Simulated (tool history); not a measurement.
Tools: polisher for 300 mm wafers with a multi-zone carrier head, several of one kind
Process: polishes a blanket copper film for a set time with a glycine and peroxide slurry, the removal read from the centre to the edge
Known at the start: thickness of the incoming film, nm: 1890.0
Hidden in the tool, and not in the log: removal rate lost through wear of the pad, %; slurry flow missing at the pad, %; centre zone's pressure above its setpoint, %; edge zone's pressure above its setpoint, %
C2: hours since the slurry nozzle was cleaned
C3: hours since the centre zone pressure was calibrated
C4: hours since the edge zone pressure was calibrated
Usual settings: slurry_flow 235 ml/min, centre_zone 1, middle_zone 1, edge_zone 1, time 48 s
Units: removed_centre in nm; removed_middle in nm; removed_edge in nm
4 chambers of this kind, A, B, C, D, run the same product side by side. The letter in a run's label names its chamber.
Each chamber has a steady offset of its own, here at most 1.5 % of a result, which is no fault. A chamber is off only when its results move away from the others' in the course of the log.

-- hour=4.2 chamber A: worn pad replaced by a new one
run 1C hour=12.8 | slurry_flow=235 centre_zone=1 middle_zone=1 edge_zone=1 time=48 | wafers_polished_on_this_pad=331 C2=16.6 C3=295.6 C4=401.9 | removed_centre=160.33 removed_middle=160.27 removed_edge=160.15
run 2A hour=24.1 | slurry_flow=235 centre_zone=1 middle_zone=1 edge_zone=1 time=48 | wafers_polished_on_this_pad=153 C2=335.8 C3=716.8 C4=511.5 | removed_centre=161.83 removed_middle=156.53 removed_edge=158.74
run 3D hour=35.2 | slurry_flow=235 centre_zone=1 middle_zone=1 edge_zone=1 time=48 | wafers_polished_on_this_pad=814 C2=228 C3=58 C4=182.4 | removed_centre=162.47 removed_middle=162.86 removed_edge=161.43
run 4B hour=43.2 | slurry_flow=235 centre_zone=1 middle_zone=1 edge_zone=1 time=48 | wafers_polished_on_this_pad=649 C2=48 C3=102.8 C4=257.3 | removed_centre=158.76 removed_middle=160.51 removed_edge=161.89
run 5D hour=56 | slurry_flow=235 centre_zone=1 middle_zone=1 edge_zone=1 time=40 | wafers_polished_on_this_pad=973 C2=248.8 C3=78.8 C4=203.2 | removed_centre=132.38 removed_middle=133.76 removed_edge=133.39
-- hour=56.1 chamber A: slurry nozzle cleaned
-- hour=67.7 chamber B: worn pad replaced by a new one
run 6C hour=71.6 | slurry_flow=235 centre_zone=1 middle_zone=1 edge_zone=1 time=40 | wafers_polished_on_this_pad=783 C2=75.4 C3=354.4 C4=460.7 | removed_centre=134.73 removed_middle=132.51 removed_edge=132.87
run 7B hour=82.2 | slurry_flow=235 centre_zone=1 middle_zone=1 edge_zone=1 time=40 | wafers_polished_on_this_pad=111 C2=87 C3=141.8 C4=296.3 | removed_centre=130.81 removed_middle=133.83 removed_edge=133.76
-- hour=82.7 chamber B: edge zone pressure recalibrated
run 8A hour=90.1 | slurry_flow=235 centre_zone=1 middle_zone=1 edge_zone=1 time=40 | wafers_polished_on_this_pad=660 C2=34.1 C3=782.8 C4=577.5 | removed_centre=132.11 removed_middle=133.11 removed_edge=137.39
run 9D hour=104.8 | slurry_flow=235 centre_zone=1 middle_zone=1 edge_zone=1 time=48 | wafers_polished_on_this_pad=1348 C2=297.6 C3=127.6 C4=252 | removed_centre=158.65 removed_middle=158.09 removed_edge=155.93
-- hour=108.6 chamber A: worn pad replaced by a new one
run 10C hour=114.1 | slurry_flow=235 centre_zone=1 middle_zone=1 edge_zone=1 time=48 | wafers_polished_on_this_pad=1109 C2=117.9 C3=396.9 C4=503.2 | removed_centre=163.61 removed_middle=159.87 removed_edge=160.63
run 11B hour=124.8 | slurry_flow=235 centre_zone=1 middle_zone=1 edge_zone=1.05 time=39 | wafers_polished_on_this_pad=438 C2=129.6 C3=184.4 C4=42.1 | removed_centre=132.07 removed_middle=131.73 removed_edge=132.68
run 12A hour=135.6 | slurry_flow=235 centre_zone=1 middle_zone=1 edge_zone=1.05 time=39 | wafers_polished_on_this_pad=207 C2=79.6 C3=828.3 C4=623 | removed_centre=134.75 removed_middle=130.42 removed_edge=132.48
-- hour=148.2 chamber A: edge zone pressure recalibrated
run 13B hour=150.7 | slurry_flow=235 centre_zone=1 middle_zone=1 edge_zone=1.05 time=39 | wafers_polished_on_this_pad=637 C2=155.5 C3=210.3 C4=68 | removed_centre=129.16 removed_middle=129.8 removed_edge=133.81
-- hour=154 chamber C: worn pad replaced by a new one
run 14C hour=160.2 | slurry_flow=235 centre_zone=1 middle_zone=1 edge_zone=1.05 time=39 | wafers_polished_on_this_pad=47 C2=164 C3=443 C4=549.3 | removed_centre=130.28 removed_middle=127.96 removed_edge=136.48
run 15A hour=173.7 | slurry_flow=235 centre_zone=1 middle_zone=1 edge_zone=1 time=48 | wafers_polished_on_this_pad=500 C2=117.7 C3=866.4 C4=25.6 | removed_centre=157.82 removed_middle=163.72 removed_edge=159.36
-- hour=177.2 chamber C: centre zone pressure recalibrated
run 16D hour=184.4 | slurry_flow=235 centre_zone=1 middle_zone=1 edge_zone=1 time=48 | wafers_polished_on_this_pad=1959 C2=377.2 C3=207.2 C4=331.6 | removed_centre=148.44 removed_middle=151.49 removed_edge=152.57
-- hour=186.8 chamber B: worn pad replaced by a new one
run 17C hour=196.8 | slurry_flow=235 centre_zone=1 middle_zone=1 edge_zone=1 time=48 | wafers_polished_on_this_pad=328 C2=200.6 C3=19.7 C4=585.9 | removed_centre=159.26 removed_middle=161.49 removed_edge=160.62
run 18A hour=204.1 | slurry_flow=285 centre_zone=1 middle_zone=1 edge_zone=1 time=48 | wafers_polished_on_this_pad=733 C2=148.1 C3=896.8 C4=56 | removed_centre=167.91 removed_middle=162.93 removed_edge=165.89
run 19D hour=218.2 | slurry_flow=285 centre_zone=1 middle_zone=1 edge_zone=1 time=48 | wafers_polished_on_this_pad=2219 C2=411 C3=241 C4=365.4 | removed_centre=152.76 removed_middle=156.66 removed_edge=150.58
-- hour=218.8 chamber A: centre zone pressure recalibrated
-- hour=223.9 chamber A: worn pad replaced by a new one
run 20B hour=226.2 | slurry_flow=285 centre_zone=1 middle_zone=1 edge_zone=1 time=48 | wafers_polished_on_this_pad=303 C2=231 C3=285.8 C4=143.5 | removed_centre=157.18 removed_middle=164.95 removed_edge=161.43
run 21B hour=238.5 | slurry_flow=285 centre_zone=1 middle_zone=1 edge_zone=1 time=48 | wafers_polished_on_this_pad=397 C2=243.3 C3=298.1 C4=155.8 | removed_centre=160.09 removed_middle=165.9 removed_edge=163.98
run 22C hour=253.6 | slurry_flow=235 centre_zone=1 middle_zone=1 edge_zone=1 time=48 | wafers_polished_on_this_pad=765 C2=257.4 C3=76.5 C4=642.7 | removed_centre=161.95 removed_middle=161.63 removed_edge=162.42
run 23D hour=269.5 | slurry_flow=235 centre_zone=1 middle_zone=1 edge_zone=1 time=48 | wafers_polished_on_this_pad=2613 C2=462.3 C3=292.3 C4=416.7 | removed_centre=148.28 removed_middle=147.65 removed_edge=147.17
run 24A hour=278.1 | slurry_flow=235 centre_zone=1 middle_zone=1 edge_zone=1 time=48 | wafers_polished_on_this_pad=416 C2=222.1 C3=59.4 C4=130 | removed_centre=163.68 removed_middle=159.17 removed_edge=161.08
run 25D hour=290 | slurry_flow=235 centre_zone=1 middle_zone=1 edge_zone=1 time=48 | wafers_polished_on_this_pad=2770 C2=482.8 C3=312.8 C4=437.2 | removed_centre=145.67 removed_middle=146.95 removed_edge=146.43
run 26A hour=298.8 | slurry_flow=235 centre_zone=1 middle_zone=1 edge_zone=1 time=48 | wafers_polished_on_this_pad=575 C2=242.8 C3=80.1 C4=150.7 | removed_centre=160.87 removed_middle=161.81 removed_edge=160.27
run 27B hour=306.6 | slurry_flow=235 centre_zone=1 middle_zone=1 edge_zone=1 time=48 | wafers_polished_on_this_pad=920 C2=311.4 C3=366.2 C4=223.9 | removed_centre=157.64 removed_middle=165.04 removed_edge=162.19
-- hour=315.8 chamber C: worn pad replaced by a new one
run 28C hour=316.8 | slurry_flow=235 centre_zone=0.93 middle_zone=1 edge_zone=1 time=48 | wafers_polished_on_this_pad=8 C2=320.6 C3=139.7 C4=705.9 | removed_centre=148.93 removed_middle=158.97 removed_edge=164.23
-- hour=317.8 chamber A: worn pad replaced by a new one
run 29C hour=324.5 | slurry_flow=235 centre_zone=0.93 middle_zone=1 edge_zone=1 time=48 | wafers_polished_on_this_pad=67 C2=328.3 C3=147.4 C4=713.6 | removed_centre=149.22 removed_middle=159.16 removed_edge=161.15
run 30D hour=338.6 | slurry_flow=235 centre_zone=0.93 middle_zone=1 edge_zone=1 time=48 | wafers_polished_on_this_pad=3144 C2=531.4 C3=361.4 C4=485.8 | removed_centre=134.09 removed_middle=146.04 removed_edge=143.8
run 31A hour=346.8 | slurry_flow=235 centre_zone=0.93 middle_zone=1 edge_zone=1 time=48 | wafers_polished_on_this_pad=223 C2=290.8 C3=128.1 C4=198.7 | removed_centre=148.62 removed_middle=157.31 removed_edge=161.23

What goes on in this fleet: one chamber off, a drifting gauge, or nothing beyond the chambers' own small offsets? Name the chamber and the cause, if any.

Chamber D drifts away from the others.
Cause: removal rate lost through wear of the pad, % = 11.3.

Here are 4 candidates for chamber D's next run, each the usual settings with a change, their results left as question marks. Which one brings its results back in line with what the others give on the usual settings?
In line means no further than this from the other chambers' mean on the usual settings: removed_centre 7.1 nm; removed_middle 5.4 nm; removed_edge 5.5 nm
run 32D-1 hour=358.3 | slurry_flow=240 centre_zone=1 middle_zone=0.99 edge_zone=1.02 time=59 | removed_centre=? removed_middle=? removed_edge=?
run 32D-2 hour=358.3 | slurry_flow=235 centre_zone=1 middle_zone=1.01 edge_zone=0.99 time=43 | removed_centre=? removed_middle=? removed_edge=?
run 32D-3 hour=358.3 | slurry_flow=230 centre_zone=1 middle_zone=1.01 edge_zone=0.98 time=39 | removed_centre=? removed_middle=? removed_edge=?
run 32D-4 hour=358.3 | slurry_flow=235 centre_zone=1 middle_zone=0.99 edge_zone=1.01 time=54 | removed_centre=? removed_middle=? removed_edge=?

The other chambers' mean on the usual settings: removed_centre 160.04 nm; removed_middle 160.15 nm; removed_edge 160.64 nm
run=32D-1 removed_centre=175.07 removed_middle=174.94 removed_edge=177.39
run=32D-2 removed_centre=127.24 removed_middle=129.55 removed_edge=126.95
run=32D-3 removed_centre=115.05 removed_middle=117.18 removed_edge=114.28
run=32D-4 removed_centre=159.77 removed_middle=159.69 removed_edge=161.18
32D-4 brings the chamber back in line.
